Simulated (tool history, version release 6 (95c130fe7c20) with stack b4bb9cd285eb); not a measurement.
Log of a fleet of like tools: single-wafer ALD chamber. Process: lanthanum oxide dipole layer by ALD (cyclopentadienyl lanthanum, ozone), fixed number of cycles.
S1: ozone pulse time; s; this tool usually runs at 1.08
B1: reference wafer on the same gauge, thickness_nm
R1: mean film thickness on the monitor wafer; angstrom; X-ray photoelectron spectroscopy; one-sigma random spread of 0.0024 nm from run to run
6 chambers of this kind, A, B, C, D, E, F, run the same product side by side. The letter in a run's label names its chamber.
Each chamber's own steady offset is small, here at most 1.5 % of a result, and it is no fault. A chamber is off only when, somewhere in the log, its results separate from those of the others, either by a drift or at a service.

{"run": "1A", "hour": 14.1, "S1": 1.08, "B1": 0.4767, "R1": 5.0805}
{"run": "2E", "hour": 23.0, "S1": 1.08, "B1": 0.47659, "R1": 5.0965}
{"run": "3F", "hour": 31.8, "S1": 1.08, "B1": 0.47674, "R1": 5.0532}
{"hour": 45.0, "done": "chamber F: thermocouple changed; heater temperature recalibrated"}
{"run": "4D", "hour": 46.6, "S1": 1.08, "B1": 0.47659, "R1": 5.1158}
{"run": "5C", "hour": 62.3, "S1": 1.08, "B1": 0.47675, "R1": 5.105}
{"run": "6B", "hour": 73.7, "S1": 1.08, "B1": 0.47702, "R1": 5.1321}
{"run": "7E", "hour": 87.3, "S1": 1.08, "B1": 0.47723, "R1": 5.0753}
{"run": "8A", "hour": 96.7, "S1": 1.08, "B1": 0.47747, "R1": 5.1224}
{"run": "9D", "hour": 112.3, "S1": 1.31, "B1": 0.47697, "R1": 5.398}
{"run": "10B", "hour": 121.6, "S1": 1.31, "B1": 0.47736, "R1": 5.3571}
{"hour": 125.0, "done": "chamber C: thermocouple changed; heater temperature recalibrated"}
{"run": "11F", "hour": 128.6, "S1": 1.31, "B1": 0.47682, "R1": 5.2708}
{"run": "12C", "hour": 141.9, "S1": 1.31, "B1": 0.47685, "R1": 5.3943}
{"run": "13A", "hour": 154.4, "S1": 1.31, "B1": 0.47719, "R1": 5.3536}
{"run": "14F", "hour": 162.5, "S1": 1.31, "B1": 0.47609, "R1": 5.2595}
{"run": "15E", "hour": 172.2, "S1": 1.08, "B1": 0.47675, "R1": 5.1031}
{"run": "16C", "hour": 181.8, "S1": 1.42, "B1": 0.47643, "R1": 5.4534}
{"run": "17B", "hour": 197.9, "S1": 1.42, "B1": 0.47685, "R1": 5.477}
{"run": "18D", "hour": 206.4, "S1": 1.42, "B1": 0.47713, "R1": 5.488}
{"run": "19E", "hour": 216.4, "S1": 1.42, "B1": 0.47646, "R1": 5.4409}
{"run": "20B", "hour": 231.4, "S1": 1.42, "B1": 0.47726, "R1": 5.4097}
{"hour": 245.6, "done": "chamber B: ozone generator serviced"}
{"run": "21D", "hour": 246.8, "S1": 1.42, "B1": 0.47721, "R1": 5.5271}
{"run": "22A", "hour": 257.8, "S1": 1.29, "B1": 0.4761, "R1": 5.3397}
{"run": "23C", "hour": 271.2, "S1": 1.29, "B1": 0.47688, "R1": 5.3408}
{"run": "24F", "hour": 285.8, "S1": 1.29, "B1": 0.47698, "R1": 5.2275}
{"run": "25B", "hour": 295.2, "S1": 1.29, "B1": 0.47689, "R1": 5.3624}
{"run": "26F", "hour": 303.6, "S1": 1.29, "B1": 0.47681, "R1": 5.2524}
{"run": "27A", "hour": 313.0, "S1": 1.29, "B1": 0.47688, "R1": 5.3737}
{"run": "28C", "hour": 328.5, "S1": 1.08, "B1": 0.47675, "R1": 5.1127}
{"hour": 336.5, "done": "chamber D: ozone generator serviced"}
{"run": "29E", "hour": 338.8, "S1": 1.08, "B1": 0.47715, "R1": 5.0861}
{"run": "30D", "hour": 350.1, "S1": 1.08, "B1": 0.4766, "R1": 5.1877}
{"run": "31A", "hour": 366.2, "S1": 1.08, "B1": 0.47698, "R1": 5.112}
{"run": "32C", "hour": 380.2, "S1": 1.08, "B1": 0.4773, "R1": 5.1139}
{"run": "33D", "hour": 388.9, "S1": 1.08, "B1": 0.47688, "R1": 5.1612}
{"run": "34B", "hour": 399.0, "S1": 1.08, "B1": 0.47673, "R1": 5.1325}
{"run": "35F", "hour": 410.5, "S1": 1.08, "B1": 0.47695, "R1": 5.071}
{"run": "36E", "hour": 421.2, "S1": 1.08, "B1": 0.47695, "R1": 5.1013}
{"run": "37D", "hour": 433.0, "S1": 1.43, "B1": 0.47714, "R1": 5.5067}
{"hour": 433.4, "done": "chamber E: ozone generator serviced"}
{"run": "38C", "hour": 443.2, "S1": 1.43, "B1": 0.47704, "R1": 5.4303}
{"run": "39F", "hour": 457.5, "S1": 1.43, "B1": 0.47715, "R1": 5.4316}
{"run": "40B", "hour": 469.9, "S1": 1.43, "B1": 0.47671, "R1": 5.4968}
{"run": "41A", "hour": 485.9, "S1": 1.43, "B1": 0.4773, "R1": 5.4198}
{"run": "42E", "hour": 500.7, "S1": 1.43, "B1": 0.4766, "R1": 5.4417}

Read the log: is a single chamber off, either drifting away or since a service, is the gauge that measures every chamber drifting, or is nothing wrong beyond small per-chamber offsets? Name any odd chamber and what most likely caused it.

No chamber stands off beyond its own small offset, and the gauge holds steady.

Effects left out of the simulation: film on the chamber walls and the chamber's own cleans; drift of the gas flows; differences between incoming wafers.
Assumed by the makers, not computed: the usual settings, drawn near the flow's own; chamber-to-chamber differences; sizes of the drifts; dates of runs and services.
